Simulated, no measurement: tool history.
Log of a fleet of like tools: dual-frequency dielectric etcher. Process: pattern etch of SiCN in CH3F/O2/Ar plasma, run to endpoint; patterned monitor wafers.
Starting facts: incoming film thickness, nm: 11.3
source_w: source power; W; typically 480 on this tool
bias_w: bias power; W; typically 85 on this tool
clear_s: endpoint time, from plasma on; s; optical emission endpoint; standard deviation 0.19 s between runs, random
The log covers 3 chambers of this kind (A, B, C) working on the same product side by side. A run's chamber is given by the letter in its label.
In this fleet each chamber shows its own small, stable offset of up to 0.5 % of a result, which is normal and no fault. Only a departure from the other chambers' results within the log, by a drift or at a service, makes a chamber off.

run,hour,source_w,bias_w,clear_s
1C,10.6,480,85,26.442
2B,17.2,480,85,26.445
3A,28.1,480,85,25.976
4A,38.6,480,85,26.304
5C,46.2,480,85,26.319
6B,54.7,480,85,26.636
7C,62.9,570,97,23.338
8B,73.6,570,97,23.632
9A,83.6,570,97,23.449
10C,88.8,480,85,26.249
# hour 89.0: chamber C: wet clean of the chamber
11B,98.4,480,85,26.544
12A,109.8,590,100,23.084
13A,116.7,590,100,23.042
14B,124.6,590,100,22.961
15C,131.7,480,85,26.513
16C,141.4,480,85,26.231
17B,147.9,480,85,26.564
18A,159.5,480,85,26.405
# hour 160.1: chamber C: source power generator calibrated
19A,165.6,480,85,26.267
20B,175.9,480,85,26.557
# hour 181.2: chamber B: wet clean of the chamber
# hour 183.1: chamber A: wet clean of the chamber
21C,186.9,480,85,26.337
22A,198.2,480,85,26.410
23C,209.4,480,85,26.179
24B,218.5,480,85,26.642
25B,229.2,480,66,28.633
26A,240.0,480,66,28.918
27C,246.9,480,66,29.409
28A,257.2,480,85,26.402
29C,264.5,480,85,25.881
30B,270.9,480,85,26.825
31A,280.1,480,85,26.027
32B,285.2,480,85,26.690
33C,296.5,480,85,26.404
34A,308.1,480,85,26.374
35C,313.8,480,85,26.402
36B,322.6,480,85,26.684
37B,328.3,480,85,26.632
38C,336.1,480,85,26.146
39A,342.7,480,85,26.474

Each of the 3 chambers runs these same settings next. Fill in every chamber's results:
40A,351.2,370,85,?
40B,351.2,370,85,?
40C,351.2,370,85,?

run,clear_s
40A,28.797
40B,29.310
40C,28.906

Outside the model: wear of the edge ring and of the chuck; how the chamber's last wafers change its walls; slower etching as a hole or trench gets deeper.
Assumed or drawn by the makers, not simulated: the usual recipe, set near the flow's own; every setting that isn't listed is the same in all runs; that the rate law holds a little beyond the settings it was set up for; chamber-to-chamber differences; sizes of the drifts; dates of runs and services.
